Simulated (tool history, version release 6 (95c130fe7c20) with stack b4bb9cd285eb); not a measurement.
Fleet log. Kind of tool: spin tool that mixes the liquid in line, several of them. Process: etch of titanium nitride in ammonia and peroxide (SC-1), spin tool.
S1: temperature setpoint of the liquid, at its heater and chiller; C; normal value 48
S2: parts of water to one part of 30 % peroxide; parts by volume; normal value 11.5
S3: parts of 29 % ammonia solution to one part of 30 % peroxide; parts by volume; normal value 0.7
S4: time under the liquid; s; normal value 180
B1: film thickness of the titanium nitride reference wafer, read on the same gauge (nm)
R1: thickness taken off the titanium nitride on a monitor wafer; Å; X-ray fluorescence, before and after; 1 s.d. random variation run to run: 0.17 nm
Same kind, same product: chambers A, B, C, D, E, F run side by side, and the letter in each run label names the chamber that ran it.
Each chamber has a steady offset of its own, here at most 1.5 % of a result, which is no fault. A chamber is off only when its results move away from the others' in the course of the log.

run 1B day=0.317 | S1=48 S2=11.5 S3=0.7 S4=180 | B1=149.99 | R1=170.42
run 2A day=0.617 | S1=48 S2=11.5 S3=0.7 S4=180 | B1=150.01 | R1=170.4
run 3D day=0.808 | S1=48 S2=11.5 S3=0.7 S4=180 | B1=150.02 | R1=170.15
run 4E day=1.017 | S1=48 S2=11.5 S3=0.7 S4=180 | B1=149.98 | R1=169.13
run 5F day=1.238 | S1=48 S2=6.5 S3=0.7 S4=180 | B1=150.02 | R1=231.78
run 6C day=1.554 | S1=48 S2=6.5 S3=0.7 S4=180 | B1=149.98 | R1=233.43
run 7C day=1.942 | S1=48 S2=6.5 S3=0.7 S4=180 | B1=149.96 | R1=229.27
run 8E day=2.267 | S1=48 S2=6.5 S3=0.7 S4=180 | B1=149.99 | R1=232.82
run 9D day=2.458 | S1=48 S2=6.5 S3=0.7 S4=180 | B1=150.03 | R1=225.61
run 10B day=2.729 | S1=48 S2=6.5 S3=0.7 S4=180 | B1=149.96 | R1=229.76
-- day=2.838 chamber F: heated supply line repaired
run 11F day=2.996 | S1=48 S2=11.5 S3=0.7 S4=180 | B1=149.99 | R1=174.89
run 12A day=3.183 | S1=48 S2=11.5 S3=0.7 S4=180 | B1=150 | R1=173.35
run 13C day=3.458 | S1=48 S2=11.5 S3=0.7 S4=180 | B1=150 | R1=169.28
run 14D day=3.858 | S1=48 S2=11.5 S3=0.7 S4=180 | B1=150.02 | R1=173.93
run 15F day=4.1 | S1=48 S2=11.5 S3=0.7 S4=180 | B1=150.03 | R1=173.07
-- day=4.296 chamber B: ammonia flow meter replaced
run 16E day=4.417 | S1=48 S2=11.5 S3=0.7 S4=180 | B1=150.02 | R1=172.93
run 17B day=4.633 | S1=48 S2=11.5 S3=0.7 S4=180 | B1=150.02 | R1=170.85
run 18A day=4.933 | S1=48 S2=11.5 S3=0.7 S4=180 | B1=149.99 | R1=173.18
run 19B day=5.212 | S1=48 S2=11.5 S3=0.7 S4=180 | B1=149.99 | R1=175.88
run 20A day=5.554 | S1=48 S2=11.5 S3=0.7 S4=180 | B1=149.99 | R1=172.83
run 21C day=5.929 | S1=48 S2=11.5 S3=0.7 S4=180 | B1=149.97 | R1=169.16
-- day=5.967 chamber A: new drum of ammonia solution connected
run 22E day=6.246 | S1=48 S2=11.5 S3=0.7 S4=180 | B1=149.98 | R1=173.68
run 23F day=6.454 | S1=48 S2=11.5 S3=0.7 S4=180 | B1=150 | R1=171.9
run 24D day=6.683 | S1=48 S2=11.5 S3=0.7 S4=180 | B1=150 | R1=168.79
run 25B day=6.904 | S1=48 S2=11.5 S3=0.7 S4=180 | B1=150.01 | R1=172.17
run 26D day=7.162 | S1=48 S2=11.5 S3=0.7 S4=180 | B1=150.01 | R1=172
-- day=7.179 chamber B: heated supply line repaired
-- day=7.258 chamber B: new drum of ammonia solution connected
run 27C day=7.408 | S1=48 S2=11.5 S3=0.7 S4=180 | B1=150 | R1=166.89
run 28E day=7.633 | S1=48 S2=11.5 S3=0.7 S4=180 | B1=150 | R1=171.82
run 29A day=7.829 | S1=48 S2=11.5 S3=0.7 S4=180 | B1=150.03 | R1=172.33
-- day=7.925 chamber D: thermometer replaced
run 30F day=8.192 | S1=48 S2=7 S3=0.45 S4=180 | B1=149.97 | R1=205.15
run 31C day=8.588 | S1=48 S2=7 S3=0.45 S4=180 | B1=150.02 | R1=196.12
run 32E day=8.929 | S1=48 S2=7 S3=0.45 S4=180 | B1=150.02 | R1=206.2
run 33F day=9.142 | S1=48 S2=7 S3=0.45 S4=180 | B1=150.02 | R1=207.78
run 34D day=9.367 | S1=48 S2=7 S3=0.45 S4=180 | B1=150.02 | R1=204.87
run 35B day=9.671 | S1=48 S2=7 S3=0.45 S4=180 | B1=150.01 | R1=205.6
-- day=9.742 chamber B: thermometer replaced
run 36A day=9.888 | S1=48 S2=11.5 S3=0.7 S4=180 | B1=150 | R1=173.86
run 37F day=10.117 | S1=48 S2=11.5 S3=0.7 S4=180 | B1=150 | R1=173.25
run 38D day=10.371 | S1=48 S2=11.5 S3=0.7 S4=180 | B1=149.99 | R1=173.03
run 39C day=10.55 | S1=48 S2=11.5 S3=0.7 S4=180 | B1=150.02 | R1=162.72
run 40A day=10.783 | S1=48 S2=11.5 S3=0.7 S4=180 | B1=149.99 | R1=173.91
run 41E day=11.162 | S1=48 S2=11.5 S3=0.7 S4=180 | B1=150 | R1=173.62
run 42B day=11.488 | S1=48 S2=11.5 S3=0.7 S4=180 | B1=150.03 | R1=173.87
-- day=11.646 chamber D: new drum of ammonia solution connected
run 43D day=11.712 | S1=48 S2=11.5 S3=0.7 S4=180 | B1=150.03 | R1=171.95

The same settings go to every chamber for the next run, one line per chamber below. Forecast the results for each:
run 44A day=12 | S1=57.5 S2=11.5 S3=0.7 S4=180 | R1=?
run 44B day=12 | S1=57.5 S2=11.5 S3=0.7 S4=180 | R1=?
run 44C day=12 | S1=57.5 S2=11.5 S3=0.7 S4=180 | R1=?
run 44D day=12 | S1=57.5 S2=11.5 S3=0.7 S4=180 | R1=?
run 44E day=12 | S1=57.5 S2=11.5 S3=0.7 S4=180 | R1=?
run 44F day=12 | S1=57.5 S2=11.5 S3=0.7 S4=180 | R1=?

run=44A R1=332.96
run=44B R1=325.21
run=44C R1=304.71
run=44D R1=329.52
run=44E R1=333.33
run=44F R1=339.01
